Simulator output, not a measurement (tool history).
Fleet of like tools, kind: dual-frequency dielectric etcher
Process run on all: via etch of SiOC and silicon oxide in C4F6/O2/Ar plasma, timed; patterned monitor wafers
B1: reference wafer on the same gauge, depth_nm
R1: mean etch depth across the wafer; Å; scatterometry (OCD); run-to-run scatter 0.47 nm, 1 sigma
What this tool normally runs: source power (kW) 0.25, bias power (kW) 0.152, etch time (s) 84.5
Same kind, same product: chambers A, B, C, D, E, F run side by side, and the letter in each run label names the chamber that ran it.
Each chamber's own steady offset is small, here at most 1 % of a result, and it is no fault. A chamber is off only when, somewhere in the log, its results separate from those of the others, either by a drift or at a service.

run 1A hour=9.6 | source_power_(kW)=0.25 bias_power_(kW)=0.152 etch_time_(s)=84.5 | B1=80.782 | R1=758.7
run 2D hour=21.9 | source_power_(kW)=0.25 bias_power_(kW)=0.152 etch_time_(s)=84.5 | B1=80.781 | R1=751.54
run 3C hour=34.6 | source_power_(kW)=0.25 bias_power_(kW)=0.152 etch_time_(s)=84.5 | B1=80.868 | R1=758.04
run 4B hour=49.3 | source_power_(kW)=0.25 bias_power_(kW)=0.152 etch_time_(s)=84.5 | B1=80.794 | R1=762.35
run 5F hour=59.9 | source_power_(kW)=0.25 bias_power_(kW)=0.152 etch_time_(s)=84.5 | B1=80.855 | R1=743.3
run 6E hour=75.3 | source_power_(kW)=0.25 bias_power_(kW)=0.152 etch_time_(s)=84.5 | B1=80.91 | R1=749.9
run 7D hour=87.5 | source_power_(kW)=0.25 bias_power_(kW)=0.152 etch_time_(s)=84.5 | B1=80.696 | R1=747.96
run 8E hour=98.2 | source_power_(kW)=0.25 bias_power_(kW)=0.152 etch_time_(s)=84.5 | B1=80.756 | R1=741.65
run 9F hour=114.1 | source_power_(kW)=0.25 bias_power_(kW)=0.152 etch_time_(s)=84.5 | B1=80.864 | R1=756.76
run 10B hour=129.2 | source_power_(kW)=0.25 bias_power_(kW)=0.152 etch_time_(s)=84.5 | B1=80.766 | R1=751.31
run 11C hour=137.7 | source_power_(kW)=0.25 bias_power_(kW)=0.152 etch_time_(s)=84.5 | B1=80.729 | R1=751.6
-- hour=146.4 chamber A: wet clean of the chamber
run 12A hour=146.4 | source_power_(kW)=0.25 bias_power_(kW)=0.152 etch_time_(s)=84.5 | B1=80.869 | R1=759.51
-- hour=148.2 chamber C: wet clean of the chamber
run 13B hour=162.9 | source_power_(kW)=0.25 bias_power_(kW)=0.152 etch_time_(s)=84.5 | B1=80.842 | R1=760.12
run 14E hour=171.7 | source_power_(kW)=0.25 bias_power_(kW)=0.152 etch_time_(s)=84.5 | B1=80.853 | R1=746.49
run 15F hour=180 | source_power_(kW)=0.25 bias_power_(kW)=0.152 etch_time_(s)=84.5 | B1=80.771 | R1=760.41
run 16D hour=194.5 | source_power_(kW)=0.25 bias_power_(kW)=0.152 etch_time_(s)=84.5 | B1=80.76 | R1=757.8
run 17C hour=208.5 | source_power_(kW)=0.25 bias_power_(kW)=0.152 etch_time_(s)=84.5 | B1=80.83 | R1=762.7
run 18A hour=221.1 | source_power_(kW)=0.25 bias_power_(kW)=0.152 etch_time_(s)=84.5 | B1=80.761 | R1=754.64
run 19E hour=234.6 | source_power_(kW)=0.25 bias_power_(kW)=0.152 etch_time_(s)=84.5 | B1=80.643 | R1=752.51
run 20D hour=243.2 | source_power_(kW)=0.25 bias_power_(kW)=0.152 etch_time_(s)=84.5 | B1=80.84 | R1=755.16
run 21B hour=258.1 | source_power_(kW)=0.25 bias_power_(kW)=0.152 etch_time_(s)=84.5 | B1=80.677 | R1=759.98
run 22C hour=273.6 | source_power_(kW)=0.25 bias_power_(kW)=0.152 etch_time_(s)=84.5 | B1=80.806 | R1=757.02
-- hour=279 chamber B: wet clean of the chamber
run 23A hour=283.1 | source_power_(kW)=0.21 bias_power_(kW)=0.152 etch_time_(s)=99 | B1=80.775 | R1=827.84
run 24F hour=292.3 | source_power_(kW)=0.21 bias_power_(kW)=0.152 etch_time_(s)=99 | B1=80.911 | R1=839.91
run 25B hour=303.1 | source_power_(kW)=0.21 bias_power_(kW)=0.152 etch_time_(s)=99 | B1=80.906 | R1=823.25
run 26E hour=312.9 | source_power_(kW)=0.21 bias_power_(kW)=0.152 etch_time_(s)=99 | B1=80.815 | R1=805.39
run 27F hour=326.3 | source_power_(kW)=0.21 bias_power_(kW)=0.152 etch_time_(s)=99 | B1=80.936 | R1=839.95
run 28D hour=335.4 | source_power_(kW)=0.21 bias_power_(kW)=0.152 etch_time_(s)=99 | B1=80.851 | R1=822.8
run 29C hour=348 | source_power_(kW)=0.25 bias_power_(kW)=0.152 etch_time_(s)=84.5 | B1=80.833 | R1=760.88
run 30A hour=356.8 | source_power_(kW)=0.25 bias_power_(kW)=0.152 etch_time_(s)=84.5 | B1=80.796 | R1=760.48
-- hour=369.7 chamber D: wet clean of the chamber
run 31E hour=372.6 | source_power_(kW)=0.25 bias_power_(kW)=0.152 etch_time_(s)=84.5 | B1=80.753 | R1=754.35
run 32C hour=382.5 | source_power_(kW)=0.25 bias_power_(kW)=0.152 etch_time_(s)=84.5 | B1=80.9 | R1=754.01
run 33D hour=396.8 | source_power_(kW)=0.23 bias_power_(kW)=0.152 etch_time_(s)=98 | B1=80.855 | R1=841.17
run 34B hour=406.5 | source_power_(kW)=0.23 bias_power_(kW)=0.152 etch_time_(s)=98 | B1=80.682 | R1=842.66
-- hour=410 chamber E: wet clean of the chamber
run 35F hour=423.1 | source_power_(kW)=0.23 bias_power_(kW)=0.152 etch_time_(s)=98 | B1=80.729 | R1=867.87
run 36A hour=436.5 | source_power_(kW)=0.23 bias_power_(kW)=0.152 etch_time_(s)=98 | B1=80.731 | R1=852.44
run 37C hour=444.9 | source_power_(kW)=0.23 bias_power_(kW)=0.152 etch_time_(s)=98 | B1=80.739 | R1=842.51
run 38A hour=455.5 | source_power_(kW)=0.23 bias_power_(kW)=0.152 etch_time_(s)=98 | B1=80.695 | R1=849.35
run 39B hour=468.3 | source_power_(kW)=0.25 bias_power_(kW)=0.152 etch_time_(s)=84.5 | B1=80.719 | R1=756.88
run 40F hour=480.4 | source_power_(kW)=0.23 bias_power_(kW)=0.141 etch_time_(s)=84.5 | B1=80.8 | R1=735.69
-- hour=483.9 chamber D: bias power generator calibrated
run 41D hour=496.9 | source_power_(kW)=0.23 bias_power_(kW)=0.141 etch_time_(s)=84.5 | B1=80.654 | R1=710.58
run 42E hour=504.6 | source_power_(kW)=0.23 bias_power_(kW)=0.141 etch_time_(s)=84.5 | B1=80.627 | R1=704.25
run 43B hour=517.6 | source_power_(kW)=0.23 bias_power_(kW)=0.141 etch_time_(s)=84.5 | B1=80.83 | R1=718.98
run 44E hour=525.4 | source_power_(kW)=0.23 bias_power_(kW)=0.141 etch_time_(s)=84.5 | B1=80.786 | R1=711.41

Each of the 6 chambers runs these same settings next. Fill in every chamber's results:
run 45A hour=537.4 | source_power_(kW)=0.25 bias_power_(kW)=0.152 etch_time_(s)=84.5 | R1=?
run 45B hour=537.4 | source_power_(kW)=0.25 bias_power_(kW)=0.152 etch_time_(s)=84.5 | R1=?
run 45C hour=537.4 | source_power_(kW)=0.25 bias_power_(kW)=0.152 etch_time_(s)=84.5 | R1=?
run 45D hour=537.4 | source_power_(kW)=0.25 bias_power_(kW)=0.152 etch_time_(s)=84.5 | R1=?
run 45E hour=537.4 | source_power_(kW)=0.25 bias_power_(kW)=0.152 etch_time_(s)=84.5 | R1=?
run 45F hour=537.4 | source_power_(kW)=0.25 bias_power_(kW)=0.152 etch_time_(s)=84.5 | R1=?

run=45A R1=754.41
run=45B R1=755.32
run=45C R1=758.96
run=45D R1=744.78
run=45E R1=746.15
run=45F R1=774.98

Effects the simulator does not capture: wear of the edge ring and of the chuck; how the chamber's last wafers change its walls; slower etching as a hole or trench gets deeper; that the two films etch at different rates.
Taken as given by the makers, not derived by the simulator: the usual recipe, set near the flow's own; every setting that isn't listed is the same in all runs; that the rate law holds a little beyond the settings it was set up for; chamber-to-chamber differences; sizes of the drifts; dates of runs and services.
